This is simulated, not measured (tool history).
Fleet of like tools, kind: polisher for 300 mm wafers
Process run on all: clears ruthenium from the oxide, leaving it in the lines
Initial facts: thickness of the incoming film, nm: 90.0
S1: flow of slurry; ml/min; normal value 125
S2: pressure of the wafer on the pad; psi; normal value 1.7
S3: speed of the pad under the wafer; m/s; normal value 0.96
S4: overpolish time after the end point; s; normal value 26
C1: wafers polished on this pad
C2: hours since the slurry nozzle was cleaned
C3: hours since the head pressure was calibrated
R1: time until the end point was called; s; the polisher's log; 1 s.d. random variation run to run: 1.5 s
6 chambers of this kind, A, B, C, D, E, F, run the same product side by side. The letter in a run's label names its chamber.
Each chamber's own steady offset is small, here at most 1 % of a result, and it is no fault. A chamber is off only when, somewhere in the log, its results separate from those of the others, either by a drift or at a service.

Run 1D, hour 10.8: usual settings; C1 1301; C2 783.6; C3 45.7. Result: R1 96.702 s.
At hour 16.1: chamber C: worn pad replaced by a new one.
Run 2A, hour 18.8: usual settings; C1 928; C2 211.3; C3 473.8. Result: R1 97.679 s.
At hour 19.4: chamber D: worn pad replaced by a new one.
Run 3C, hour 24.9: usual settings; C1 59; C2 57.1; C3 984.8. Result: R1 100.2 s.
Run 4E, hour 36.6: usual settings; C1 1106; C2 345.8; C3 335.7. Result: R1 96.952 s.
Run 5B, hour 47.4: usual settings; C1 1098; C2 159.1; C3 875.1. Result: R1 99.511 s.
At hour 49.2: chamber E: slurry nozzle cleaned.
At hour 53.8: chamber A: slurry nozzle cleaned.
Run 6F, hour 54.2: usual settings but S4 33 s; C1 1164; C2 293; C3 1124.6. Result: R1 99.037 s.
At hour 55.7: chamber D: slurry nozzle cleaned.
Run 7F, hour 66.3: usual settings but S4 33 s; C1 1245; C2 305.1; C3 1136.7. Result: R1 101.1 s.
At hour 67.9: chamber A: worn pad replaced by a new one.
At hour 71.5: chamber E: worn pad replaced by a new one.
Run 8A, hour 73.1: usual settings but S4 33 s; C1 35; C2 19.3; C3 528.1. Result: R1 100.9 s.
Run 9C, hour 81.5: usual settings but S4 33 s; C1 440; C2 113.7; C3 1041.4. Result: R1 100.55 s.
At hour 88.4: chamber F: worn pad replaced by a new one.
Run 10E, hour 90.1: usual settings but S4 33 s; C1 125; C2 41; C3 389.2. Result: R1 101.25 s.
Run 11B, hour 96.9: usual settings but S4 33 s; C1 1431; C2 208.6; C3 924.6. Result: R1 101.33 s.
Run 12D, hour 102.5: usual settings but S3 0.86 m/s, S4 15 s; C1 560; C2 46.8; C3 137.4. Result: R1 109.22 s.
Run 13C, hour 107.8: usual settings but S3 0.86 m/s, S4 15 s; C1 618; C2 140; C3 1067.7. Result: R1 113.64 s.
At hour 107.9: chamber C: worn pad replaced by a new one.
At hour 116.3: chamber B: worn pad replaced by a new one.
Run 14B, hour 117.1: usual settings but S3 0.86 m/s, S4 15 s; C1 5; C2 228.8; C3 944.8. Result: R1 109.85 s.
Run 15A, hour 128.7: usual settings but S3 0.86 m/s, S4 15 s; C1 409; C2 74.9; C3 583.7. Result: R1 113.58 s.
Run 16F, hour 134.9: usual settings but S3 0.86 m/s, S4 15 s; C1 313; C2 373.7; C3 1205.3. Result: R1 115.02 s.
Run 17D, hour 144.2: usual settings but S3 0.86 m/s, S4 15 s; C1 841; C2 88.5; C3 179.1. Result: R1 111.7 s.
At hour 148.1: chamber F: slurry nozzle cleaned.
Run 18E, hour 154.1: usual settings; C1 556; C2 105; C3 453.2. Result: R1 100.15 s.
Run 19A, hour 164.5: usual settings but S3 0.84 m/s; C1 651; C2 110.7; C3 619.5. Result: R1 112.69 s.
At hour 172.4: chamber B: slurry nozzle cleaned.
Run 20D, hour 173.8: usual settings but S3 0.84 m/s; C1 1040; C2 118.1; C3 208.7. Result: R1 112.04 s.
At hour 180.1: chamber A: head pressure recalibrated.
Run 21B, hour 180.9: usual settings but S3 0.84 m/s; C1 435; C2 8.6; C3 1008.6. Result: R1 115.37 s.
At hour 181.3: chamber D: worn pad replaced by a new one.
At hour 184: chamber C: head pressure recalibrated.
Run 22C, hour 189.3: usual settings but S3 0.84 m/s; C1 548; C2 221.5; C3 5.4. Result: R1 114.73 s.
At hour 191.1: chamber C: worn pad replaced by a new one.
Run 23F, hour 195.6: usual settings but S3 0.84 m/s; C1 722; C2 47.5; C3 1266. Result: R1 116.78 s.
Run 24E, hour 202.7: usual settings but S3 0.84 m/s; C1 884; C2 153.6; C3 501.8. Result: R1 115.23 s.
Run 25C, hour 214.4: usual settings; C1 157; C2 246.6; C3 30.5. Result: R1 101.39 s.
Run 26F, hour 221.1: usual settings; C1 894; C2 73; C3 1291.5. Result: R1 102.76 s.
Run 27D, hour 227.5: usual settings; C1 312; C2 171.8; C3 262.4. Result: R1 98.072 s.
Run 28A, hour 237.1: usual settings; C1 1140; C2 183.3; C3 57.1. Result: R1 89.991 s.
Run 29E, hour 247: usual settings; C1 1182; C2 197.9; C3 546.1. Result: R1 100.55 s.
At hour 250.8: chamber A: worn pad replaced by a new one.
Run 30B, hour 253.3: usual settings; C1 923; C2 81; C3 1081. Result: R1 101.1 s.
At hour 255.1: chamber A: slurry nozzle cleaned.
Run 31E, hour 263.2: usual settings; C1 1292; C2 214.1; C3 562.3. Result: R1 100.03 s.
At hour 264.2: chamber D: head pressure recalibrated.
At hour 268.7: chamber E: worn pad replaced by a new one.
Run 32C, hour 275.1: usual settings; C1 566; C2 307.3; C3 91.2. Result: R1 100.66 s.
Run 33F, hour 280.8: usual settings; C1 1297; C2 132.7; C3 1351.2. Result: R1 98.966 s.
At hour 286.6: chamber C: worn pad replaced by a new one.
Run 34A, hour 290.5: usual settings; C1 267; C2 35.4; C3 110.5. Result: R1 89.99 s.
At hour 291.7: chamber F: worn pad replaced by a new one.
Run 35B, hour 298.7: usual settings; C1 1229; C2 126.4; C3 1126.4. Result: R1 101.85 s.
Run 36D, hour 307.7: usual settings; C1 852; C2 252; C3 43.6. Result: R1 98.943 s.
Run 37A, hour 315.9: usual settings; C1 439; C2 60.8; C3 135.9. Result: R1 87.992 s.
Run 38F, hour 324.4: usual settings; C1 220; C2 176.3; C3 1394.8. Result: R1 103.39 s.
Run 39D, hour 330.5: usual settings; C1 1006; C2 274.8; C3 66.4. Result: R1 95.527 s.
Run 40C, hour 342.3: usual settings but S1 165 ml/min, S2 1.3 psi; C1 375; C2 374.5; C3 158.4. Result: R1 125.94 s.
Run 41E, hour 347.8: usual settings but S1 165 ml/min, S2 1.3 psi; C1 533; C2 298.7; C3 646.9. Result: R1 127.29 s.
Run 42B, hour 356: usual settings but S1 165 ml/min, S2 1.3 psi; C1 1615; C2 183.7; C3 1183.7. Result: R1 126.67 s.
Run 43C, hour 362.1: usual settings but S1 165 ml/min, S2 1.3 psi; C1 509; C2 394.3; C3 178.2. Result: R1 127.75 s.
Run 44E, hour 372.4: usual settings but S1 165 ml/min, S2 1.3 psi; C1 699; C2 323.3; C3 671.5. Result: R1 124.56 s.

For the next run the whole fleet of 6 chambers uses the same settings. Give each chamber's results:
Run 45A, hour 381.2: usual settings but S4 17 s. Result: R1 ?.
Run 45B, hour 381.2: usual settings but S4 17 s. Result: R1 ?.
Run 45C, hour 381.2: usual settings but S4 17 s. Result: R1 ?.
Run 45D, hour 381.2: usual settings but S4 17 s. Result: R1 ?.
Run 45E, hour 381.2: usual settings but S4 17 s. Result: R1 ?.
Run 45F, hour 381.2: usual settings but S4 17 s. Result: R1 ?.

run      R1
45A  90.338
45B   98.96
45C  102.04
45D  95.927
45E  99.645
45F  101.96
